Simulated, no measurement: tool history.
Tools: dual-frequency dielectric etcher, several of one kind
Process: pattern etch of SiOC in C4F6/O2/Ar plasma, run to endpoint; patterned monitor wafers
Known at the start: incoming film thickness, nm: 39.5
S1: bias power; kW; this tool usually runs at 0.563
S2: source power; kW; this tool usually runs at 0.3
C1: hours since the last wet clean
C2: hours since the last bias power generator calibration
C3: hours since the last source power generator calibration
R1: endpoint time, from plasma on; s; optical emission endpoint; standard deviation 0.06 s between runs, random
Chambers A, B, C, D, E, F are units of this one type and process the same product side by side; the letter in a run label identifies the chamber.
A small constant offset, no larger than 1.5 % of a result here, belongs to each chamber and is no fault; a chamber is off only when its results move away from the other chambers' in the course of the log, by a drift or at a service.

{"hour": 2.9, "done": "chamber C: wet clean of the chamber"}
{"run": "1B", "hour": 9.4, "S1": 0.563, "S2": 0.3, "C1": 150.1, "C2": 2228, "C3": 2372.8, "R1": 14.125}
{"run": "2F", "hour": 24.4, "S1": 0.563, "S2": 0.3, "C1": 81.5, "C2": 1211.7, "C3": 172.4, "R1": 14.111}
{"run": "3C", "hour": 34.3, "S1": 0.563, "S2": 0.3, "C1": 31.5, "C2": 3754.7, "C3": 545.7, "R1": 14.24}
{"run": "4A", "hour": 44.9, "S1": 0.563, "S2": 0.3, "C1": 221.1, "C2": 1496.5, "C3": 844.7, "R1": 14.173}
{"run": "5D", "hour": 59.4, "S1": 0.563, "S2": 0.3, "C1": 90.1, "C2": 1787.7, "C3": 2110.1, "R1": 14.193}
{"run": "6E", "hour": 69.9, "S1": 0.625, "S2": 0.26, "C1": 360.1, "C2": 1921.2, "C3": 2919.5, "R1": 14.335}
{"run": "7C", "hour": 76.9, "S1": 0.625, "S2": 0.26, "C1": 74.1, "C2": 3797.3, "C3": 588.3, "R1": 14.498}
{"run": "8B", "hour": 87.6, "S1": 0.625, "S2": 0.26, "C1": 228.3, "C2": 2306.2, "C3": 2451, "R1": 14.326}
{"run": "9D", "hour": 94.5, "S1": 0.625, "S2": 0.26, "C1": 125.2, "C2": 1822.8, "C3": 2145.2, "R1": 14.36}
{"run": "10A", "hour": 104.5, "S1": 0.625, "S2": 0.26, "C1": 280.7, "C2": 1556.1, "C3": 904.3, "R1": 14.206}
{"run": "11E", "hour": 118.2, "S1": 0.625, "S2": 0.26, "C1": 408.4, "C2": 1969.5, "C3": 2967.8, "R1": 14.28}
{"run": "12F", "hour": 131.4, "S1": 0.633, "S2": 0.28, "C1": 188.5, "C2": 1318.7, "C3": 279.4, "R1": 13.862}
{"run": "13E", "hour": 145.8, "S1": 0.633, "S2": 0.28, "C1": 436, "C2": 1997.1, "C3": 2995.4, "R1": 13.845}
{"run": "14F", "hour": 157.2, "S1": 0.633, "S2": 0.28, "C1": 214.3, "C2": 1344.5, "C3": 305.2, "R1": 13.844}
{"run": "15D", "hour": 166.6, "S1": 0.633, "S2": 0.28, "C1": 197.3, "C2": 1894.9, "C3": 2217.3, "R1": 13.949}
{"run": "16A", "hour": 179.1, "S1": 0.633, "S2": 0.28, "C1": 355.3, "C2": 1630.7, "C3": 978.9, "R1": 13.818}
{"hour": 183.4, "done": "chamber B: source power generator calibrated"}
{"run": "17C", "hour": 193.9, "S1": 0.633, "S2": 0.28, "C1": 191.1, "C2": 3914.3, "C3": 705.3, "R1": 13.929}
{"run": "18B", "hour": 201.0, "S1": 0.563, "S2": 0.3, "C1": 341.7, "C2": 2419.6, "C3": 17.6, "R1": 14.086}
{"run": "19D", "hour": 216.9, "S1": 0.563, "S2": 0.3, "C1": 247.6, "C2": 1945.2, "C3": 2267.6, "R1": 14.101}
{"run": "20A", "hour": 230.5, "S1": 0.563, "S2": 0.3, "C1": 406.7, "C2": 1682.1, "C3": 1030.3, "R1": 14.171}
{"hour": 238.9, "done": "chamber A: wet clean of the chamber"}
{"run": "21C", "hour": 240.2, "S1": 0.563, "S2": 0.3, "C1": 237.4, "C2": 3960.6, "C3": 751.6, "R1": 14.289}
{"run": "22F", "hour": 250.4, "S1": 0.563, "S2": 0.3, "C1": 307.5, "C2": 1437.7, "C3": 398.4, "R1": 14.076}
{"run": "23B", "hour": 266.1, "S1": 0.563, "S2": 0.3, "C1": 406.8, "C2": 2484.7, "C3": 82.7, "R1": 14.235}
{"run": "24E", "hour": 278.3, "S1": 0.563, "S2": 0.3, "C1": 568.5, "C2": 2129.6, "C3": 3127.9, "R1": 14.123}
{"run": "25F", "hour": 294.1, "S1": 0.563, "S2": 0.3, "C1": 351.2, "C2": 1481.4, "C3": 442.1, "R1": 14.143}
{"run": "26C", "hour": 304.0, "S1": 0.563, "S2": 0.3, "C1": 301.2, "C2": 4024.4, "C3": 815.4, "R1": 14.148}
{"run": "27B", "hour": 314.1, "S1": 0.563, "S2": 0.3, "C1": 454.8, "C2": 2532.7, "C3": 130.7, "R1": 14.166}
{"hour": 328.2, "done": "chamber E: wet clean of the chamber"}
{"run": "28A", "hour": 328.4, "S1": 0.563, "S2": 0.3, "C1": 89.6, "C2": 1780, "C3": 1128.2, "R1": 14.205}
{"hour": 334.9, "done": "chamber B: wet clean of the chamber"}
{"run": "29D", "hour": 335.7, "S1": 0.563, "S2": 0.3, "C1": 366.4, "C2": 2064, "C3": 2386.4, "R1": 14.169}
{"run": "30E", "hour": 349.6, "S1": 0.44, "S2": 0.3, "C1": 21.4, "C2": 2200.9, "C3": 3199.2, "R1": 15.518}
{"run": "31B", "hour": 363.3, "S1": 0.44, "S2": 0.3, "C1": 28.4, "C2": 2581.9, "C3": 179.9, "R1": 15.583}
{"hour": 366.1, "done": "chamber F: wet clean of the chamber"}
{"run": "32F", "hour": 373.6, "S1": 0.44, "S2": 0.3, "C1": 7.6, "C2": 1560.9, "C3": 521.6, "R1": 15.55}
{"hour": 376.5, "done": "chamber C: wet clean of the chamber"}
{"run": "33A", "hour": 389.2, "S1": 0.44, "S2": 0.3, "C1": 150.4, "C2": 1840.8, "C3": 1189, "R1": 15.546}
{"hour": 402.4, "done": "chamber D: wet clean of the chamber"}
{"run": "34E", "hour": 404.5, "S1": 0.44, "S2": 0.3, "C1": 76.3, "C2": 2255.8, "C3": 3254.1, "R1": 15.49}
{"run": "35C", "hour": 419.3, "S1": 0.44, "S2": 0.3, "C1": 42.9, "C2": 4139.7, "C3": 930.7, "R1": 15.644}
{"run": "36D", "hour": 428.3, "S1": 0.676, "S2": 0.3, "C1": 25.9, "C2": 2156.6, "C3": 2479, "R1": 13.105}
{"run": "37F", "hour": 444.0, "S1": 0.676, "S2": 0.3, "C1": 78, "C2": 1631.3, "C3": 592, "R1": 13.274}
{"hour": 452.1, "done": "chamber E: bias power generator calibrated"}
{"run": "38D", "hour": 454.3, "S1": 0.676, "S2": 0.3, "C1": 51.9, "C2": 2182.6, "C3": 2505, "R1": 13.124}
{"run": "39C", "hour": 461.6, "S1": 0.676, "S2": 0.3, "C1": 85.2, "C2": 4182, "C3": 973, "R1": 13.319}
{"run": "40B", "hour": 475.4, "S1": 0.676, "S2": 0.3, "C1": 140.5, "C2": 2694, "C3": 292, "R1": 13.203}
{"run": "41E", "hour": 484.4, "S1": 0.676, "S2": 0.3, "C1": 156.2, "C2": 32.3, "C3": 3334, "R1": 13.072}
{"run": "42A", "hour": 498.9, "S1": 0.563, "S2": 0.3, "C1": 260.1, "C2": 1950.5, "C3": 1298.7, "R1": 14.071}

For the next run the whole fleet of 6 chambers uses the same settings. Give each chamber's results:
{"run": "43A", "hour": 510.3, "S1": 0.435, "S2": 0.3, "R1": "?"}
{"run": "43B", "hour": 510.3, "S1": 0.435, "S2": 0.3, "R1": "?"}
{"run": "43C", "hour": 510.3, "S1": 0.435, "S2": 0.3, "R1": "?"}
{"run": "43D", "hour": 510.3, "S1": 0.435, "S2": 0.3, "R1": "?"}
{"run": "43E", "hour": 510.3, "S1": 0.435, "S2": 0.3, "R1": "?"}
{"run": "43F", "hour": 510.3, "S1": 0.435, "S2": 0.3, "R1": "?"}

run=43A R1=15.628
run=43B R1=15.535
run=43C R1=15.757
run=43D R1=15.599
run=43E R1=15.652
run=43F R1=15.589
